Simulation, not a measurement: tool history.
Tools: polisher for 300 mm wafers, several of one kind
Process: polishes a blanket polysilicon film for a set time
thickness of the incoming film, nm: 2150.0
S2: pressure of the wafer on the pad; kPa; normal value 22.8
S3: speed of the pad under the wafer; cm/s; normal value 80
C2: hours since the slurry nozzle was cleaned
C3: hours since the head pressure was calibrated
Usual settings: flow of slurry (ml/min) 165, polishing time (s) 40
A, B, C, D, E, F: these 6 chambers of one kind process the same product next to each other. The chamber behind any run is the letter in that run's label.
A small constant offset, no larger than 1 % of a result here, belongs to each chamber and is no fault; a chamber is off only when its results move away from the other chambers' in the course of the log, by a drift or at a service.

{"run": "1B", "hour": 7.8, "flow of slurry (ml/min)": 165, "S2": 22.8, "S3": 80, "polishing time (s)": 40, "wafers polished on this pad": 919, "C2": 315.4, "C3": 524.8, "film removed (Å)": 3271.9}
{"hour": 14.0, "done": "chamber B: worn pad replaced by a new one"}
{"hour": 14.5, "done": "chamber E: worn pad replaced by a new one"}
{"run": "2F", "hour": 17.5, "flow of slurry (ml/min)": 165, "S2": 22.8, "S3": 80, "polishing time (s)": 40, "wafers polished on this pad": 759, "C2": 163.9, "C3": 205.9, "film removed (Å)": 3314.8}
{"run": "3A", "hour": 23.7, "flow of slurry (ml/min)": 165, "S2": 22.8, "S3": 80, "polishing time (s)": 40, "wafers polished on this pad": 775, "C2": 55.5, "C3": 241, "film removed (Å)": 3274.2}
{"hour": 24.2, "done": "chamber F: worn pad replaced by a new one"}
{"hour": 26.8, "done": "chamber A: worn pad replaced by a new one"}
{"run": "4C", "hour": 31.2, "flow of slurry (ml/min)": 165, "S2": 22.8, "S3": 80, "polishing time (s)": 40, "wafers polished on this pad": 1495, "C2": 457, "C3": 893.2, "film removed (Å)": 3285.6}
{"hour": 34.7, "done": "chamber C: worn pad replaced by a new one"}
{"hour": 40.5, "done": "chamber D: worn pad replaced by a new one"}
{"run": "5D", "hour": 43.3, "flow of slurry (ml/min)": 165, "S2": 22.8, "S3": 80, "polishing time (s)": 40, "wafers polished on this pad": 31, "C2": 504.8, "C3": 345.7, "film removed (Å)": 3348.5}
{"run": "6E", "hour": 50.4, "flow of slurry (ml/min)": 165, "S2": 22.8, "S3": 80, "polishing time (s)": 40, "wafers polished on this pad": 403, "C2": 124, "C3": 495.9, "film removed (Å)": 3184.2}
{"run": "7B", "hour": 57.6, "flow of slurry (ml/min)": 165, "S2": 22.8, "S3": 80, "polishing time (s)": 40, "wafers polished on this pad": 489, "C2": 365.2, "C3": 574.6, "film removed (Å)": 3285.7}
{"run": "8D", "hour": 64.1, "flow of slurry (ml/min)": 165, "S2": 22.8, "S3": 80, "polishing time (s)": 40, "wafers polished on this pad": 264, "C2": 525.6, "C3": 366.5, "film removed (Å)": 3311.9}
{"hour": 69.7, "done": "chamber D: head pressure recalibrated"}
{"run": "9F", "hour": 72.9, "flow of slurry (ml/min)": 165, "S2": 22.8, "S3": 80, "polishing time (s)": 40, "wafers polished on this pad": 546, "C2": 219.3, "C3": 261.3, "film removed (Å)": 3156.5}
{"hour": 78.1, "done": "chamber C: head pressure recalibrated"}
{"run": "10C", "hour": 84.9, "flow of slurry (ml/min)": 165, "S2": 22.8, "S3": 80, "polishing time (s)": 40, "wafers polished on this pad": 563, "C2": 510.7, "C3": 6.8, "film removed (Å)": 3284.6}
{"run": "11E", "hour": 91.5, "flow of slurry (ml/min)": 165, "S2": 22.8, "S3": 80, "polishing time (s)": 40, "wafers polished on this pad": 864, "C2": 165.1, "C3": 537, "film removed (Å)": 3273.4}
{"hour": 93.6, "done": "chamber A: worn pad replaced by a new one"}
{"run": "12A", "hour": 98.7, "flow of slurry (ml/min)": 165, "S2": 22.8, "S3": 80, "polishing time (s)": 40, "wafers polished on this pad": 57, "C2": 130.5, "C3": 316, "film removed (Å)": 3249.5}
{"hour": 105.3, "done": "chamber B: worn pad replaced by a new one"}
{"hour": 105.7, "done": "chamber F: worn pad replaced by a new one"}
{"run": "13E", "hour": 110.2, "flow of slurry (ml/min)": 145, "S2": 22.8, "S3": 80, "polishing time (s)": 40, "wafers polished on this pad": 1073, "C2": 183.8, "C3": 555.7, "film removed (Å)": 3125.6}
{"hour": 114.2, "done": "chamber F: head pressure recalibrated"}
{"run": "14B", "hour": 121.0, "flow of slurry (ml/min)": 145, "S2": 22.8, "S3": 80, "polishing time (s)": 40, "wafers polished on this pad": 176, "C2": 428.6, "C3": 638, "film removed (Å)": 3204.1}
{"run": "15C", "hour": 131.0, "flow of slurry (ml/min)": 145, "S2": 22.8, "S3": 80, "polishing time (s)": 40, "wafers polished on this pad": 1080, "C2": 556.8, "C3": 52.9, "film removed (Å)": 3201.9}
{"hour": 131.4, "done": "chamber D: worn pad replaced by a new one"}
{"run": "16A", "hour": 143.4, "flow of slurry (ml/min)": 145, "S2": 22.8, "S3": 80, "polishing time (s)": 40, "wafers polished on this pad": 559, "C2": 175.2, "C3": 360.7, "film removed (Å)": 3242.3}
{"hour": 149.2, "done": "chamber E: worn pad replaced by a new one"}
{"run": "17F", "hour": 151.7, "flow of slurry (ml/min)": 145, "S2": 22.8, "S3": 80, "polishing time (s)": 40, "wafers polished on this pad": 516, "C2": 298.1, "C3": 37.6, "film removed (Å)": 3144.8}
{"run": "18D", "hour": 161.4, "flow of slurry (ml/min)": 145, "S2": 22.8, "S3": 80, "polishing time (s)": 40, "wafers polished on this pad": 336, "C2": 622.9, "C3": 91.7, "film removed (Å)": 3196.2}
{"hour": 163.7, "done": "chamber C: worn pad replaced by a new one"}
{"hour": 170.4, "done": "chamber C: slurry nozzle cleaned"}
{"hour": 171.8, "done": "chamber B: head pressure recalibrated"}
{"run": "19D", "hour": 172.1, "flow of slurry (ml/min)": 205, "S2": 22.8, "S3": 80, "polishing time (s)": 40, "wafers polished on this pad": 456, "C2": 633.6, "C3": 102.4, "film removed (Å)": 3401.3}
{"hour": 175.7, "done": "chamber A: worn pad replaced by a new one"}
{"hour": 179.5, "done": "chamber F: worn pad replaced by a new one"}
{"run": "20E", "hour": 182.1, "flow of slurry (ml/min)": 205, "S2": 22.8, "S3": 80, "polishing time (s)": 40, "wafers polished on this pad": 369, "C2": 255.7, "C3": 627.6, "film removed (Å)": 3299.4}
{"run": "21A", "hour": 190.5, "flow of slurry (ml/min)": 205, "S2": 22.8, "S3": 80, "polishing time (s)": 40, "wafers polished on this pad": 166, "C2": 222.3, "C3": 407.8, "film removed (Å)": 3367.2}
{"run": "22F", "hour": 196.2, "flow of slurry (ml/min)": 205, "S2": 22.8, "S3": 80, "polishing time (s)": 40, "wafers polished on this pad": 188, "C2": 342.6, "C3": 82.1, "film removed (Å)": 3375.1}
{"run": "23C", "hour": 206.7, "flow of slurry (ml/min)": 205, "S2": 22.8, "S3": 80, "polishing time (s)": 40, "wafers polished on this pad": 482, "C2": 36.3, "C3": 128.6, "film removed (Å)": 3389.3}
{"hour": 210.4, "done": "chamber D: slurry nozzle cleaned"}
{"hour": 213.4, "done": "chamber B: worn pad replaced by a new one"}
{"run": "24B", "hour": 213.9, "flow of slurry (ml/min)": 205, "S2": 22.8, "S3": 80, "polishing time (s)": 40, "wafers polished on this pad": 5, "C2": 521.5, "C3": 42.2, "film removed (Å)": 3402.8}
{"run": "25A", "hour": 225.7, "flow of slurry (ml/min)": 165, "S2": 22.8, "S3": 80, "polishing time (s)": 40, "wafers polished on this pad": 560, "C2": 257.5, "C3": 443, "film removed (Å)": 3218.2}
{"hour": 236.0, "done": "chamber D: worn pad replaced by a new one"}
{"run": "26C", "hour": 238.8, "flow of slurry (ml/min)": 125, "S2": 22.8, "S3": 80, "polishing time (s)": 27, "wafers polished on this pad": 842, "C2": 68.4, "C3": 160.7, "film removed (Å)": 2092.8}
{"hour": 244.2, "done": "chamber F: worn pad replaced by a new one"}
{"run": "27D", "hour": 244.9, "flow of slurry (ml/min)": 125, "S2": 22.8, "S3": 80, "polishing time (s)": 27, "wafers polished on this pad": 100, "C2": 34.5, "C3": 175.2, "film removed (Å)": 2105}
{"hour": 248.7, "done": "chamber A: worn pad replaced by a new one"}
{"run": "28E", "hour": 257.9, "flow of slurry (ml/min)": 125, "S2": 22.8, "S3": 80, "polishing time (s)": 27, "wafers polished on this pad": 1219, "C2": 331.5, "C3": 703.4, "film removed (Å)": 1966.4}
{"hour": 259.7, "done": "chamber E: worn pad replaced by a new one"}
{"run": "29B", "hour": 270.9, "flow of slurry (ml/min)": 125, "S2": 22.8, "S3": 80, "polishing time (s)": 27, "wafers polished on this pad": 645, "C2": 578.5, "C3": 99.2, "film removed (Å)": 2102.6}
{"hour": 277.7, "done": "chamber B: slurry nozzle cleaned"}
{"run": "30F", "hour": 280.9, "flow of slurry (ml/min)": 125, "S2": 22.8, "S3": 80, "polishing time (s)": 27, "wafers polished on this pad": 412, "C2": 427.3, "C3": 166.8, "film removed (Å)": 2080.4}
{"run": "31C", "hour": 288.4, "flow of slurry (ml/min)": 125, "S2": 22.8, "S3": 80, "polishing time (s)": 27, "wafers polished on this pad": 1398, "C2": 118, "C3": 210.3, "film removed (Å)": 2149.2}
{"hour": 295.2, "done": "chamber F: slurry nozzle cleaned"}
{"run": "32D", "hour": 297.6, "flow of slurry (ml/min)": 165, "S2": 22.8, "S3": 80, "polishing time (s)": 40, "wafers polished on this pad": 691, "C2": 87.2, "C3": 227.9, "film removed (Å)": 3227.5}
{"run": "33E", "hour": 306.2, "flow of slurry (ml/min)": 165, "S2": 22.8, "S3": 80, "polishing time (s)": 40, "wafers polished on this pad": 522, "C2": 379.8, "C3": 751.7, "film removed (Å)": 3005.7}
{"hour": 312.6, "done": "chamber A: worn pad replaced by a new one"}
{"run": "34B", "hour": 317.0, "flow of slurry (ml/min)": 165, "S2": 22.8, "S3": 80, "polishing time (s)": 40, "wafers polished on this pad": 1162, "C2": 39.3, "C3": 145.3, "film removed (Å)": 3229.4}
{"hour": 322.0, "done": "chamber B: worn pad replaced by a new one"}
{"hour": 329.0, "done": "chamber F: worn pad replaced by a new one"}
{"run": "35F", "hour": 329.7, "flow of slurry (ml/min)": 165, "S2": 22.8, "S3": 80, "polishing time (s)": 40, "wafers polished on this pad": 8, "C2": 34.5, "C3": 215.6, "film removed (Å)": 3294.6}
{"run": "36A", "hour": 339.7, "flow of slurry (ml/min)": 165, "S2": 22.8, "S3": 80, "polishing time (s)": 40, "wafers polished on this pad": 304, "C2": 371.5, "C3": 557, "film removed (Å)": 3239.9}
{"hour": 345.4, "done": "chamber E: slurry nozzle cleaned"}
{"run": "37E", "hour": 352.8, "flow of slurry (ml/min)": 165, "S2": 22.8, "S3": 80, "polishing time (s)": 40, "wafers polished on this pad": 1044, "C2": 7.5, "C3": 798.3, "film removed (Å)": 2983.9}
{"run": "38F", "hour": 364.1, "flow of slurry (ml/min)": 130, "S2": 22.8, "S3": 80, "polishing time (s)": 40, "wafers polished on this pad": 394, "C2": 68.9, "C3": 250, "film removed (Å)": 3031.2}
{"run": "39B", "hour": 375.7, "flow of slurry (ml/min)": 130, "S2": 22.8, "S3": 80, "polishing time (s)": 40, "wafers polished on this pad": 603, "C2": 98, "C3": 204, "film removed (Å)": 3133.5}

For the next run the whole fleet of 6 chambers uses the same settings. Give each chamber's results:
{"run": "40A", "hour": 385.1, "flow of slurry (ml/min)": 165, "S2": 22.8, "S3": 98, "polishing time (s)": 40, "film removed (Å)": "?"}
{"run": "40B", "hour": 385.1, "flow of slurry (ml/min)": 165, "S2": 22.8, "S3": 98, "polishing time (s)": 40, "film removed (Å)": "?"}
{"run": "40C", "hour": 385.1, "flow of slurry (ml/min)": 165, "S2": 22.8, "S3": 98, "polishing time (s)": 40, "film removed (Å)": "?"}
{"run": "40D", "hour": 385.1, "flow of slurry (ml/min)": 165, "S2": 22.8, "S3": 98, "polishing time (s)": 40, "film removed (Å)": "?"}
{"run": "40E", "hour": 385.1, "flow of slurry (ml/min)": 165, "S2": 22.8, "S3": 98, "polishing time (s)": 40, "film removed (Å)": "?"}
{"run": "40F", "hour": 385.1, "flow of slurry (ml/min)": 165, "S2": 22.8, "S3": 98, "polishing time (s)": 40, "film removed (Å)": "?"}

run=40A film_removed_(Å)=4013.3
run=40B film_removed_(Å)=3919.4
run=40C film_removed_(Å)=3948.5
run=40D film_removed_(Å)=3937.7
run=40E film_removed_(Å)=3666
run=40F film_removed_(Å)=4055.4
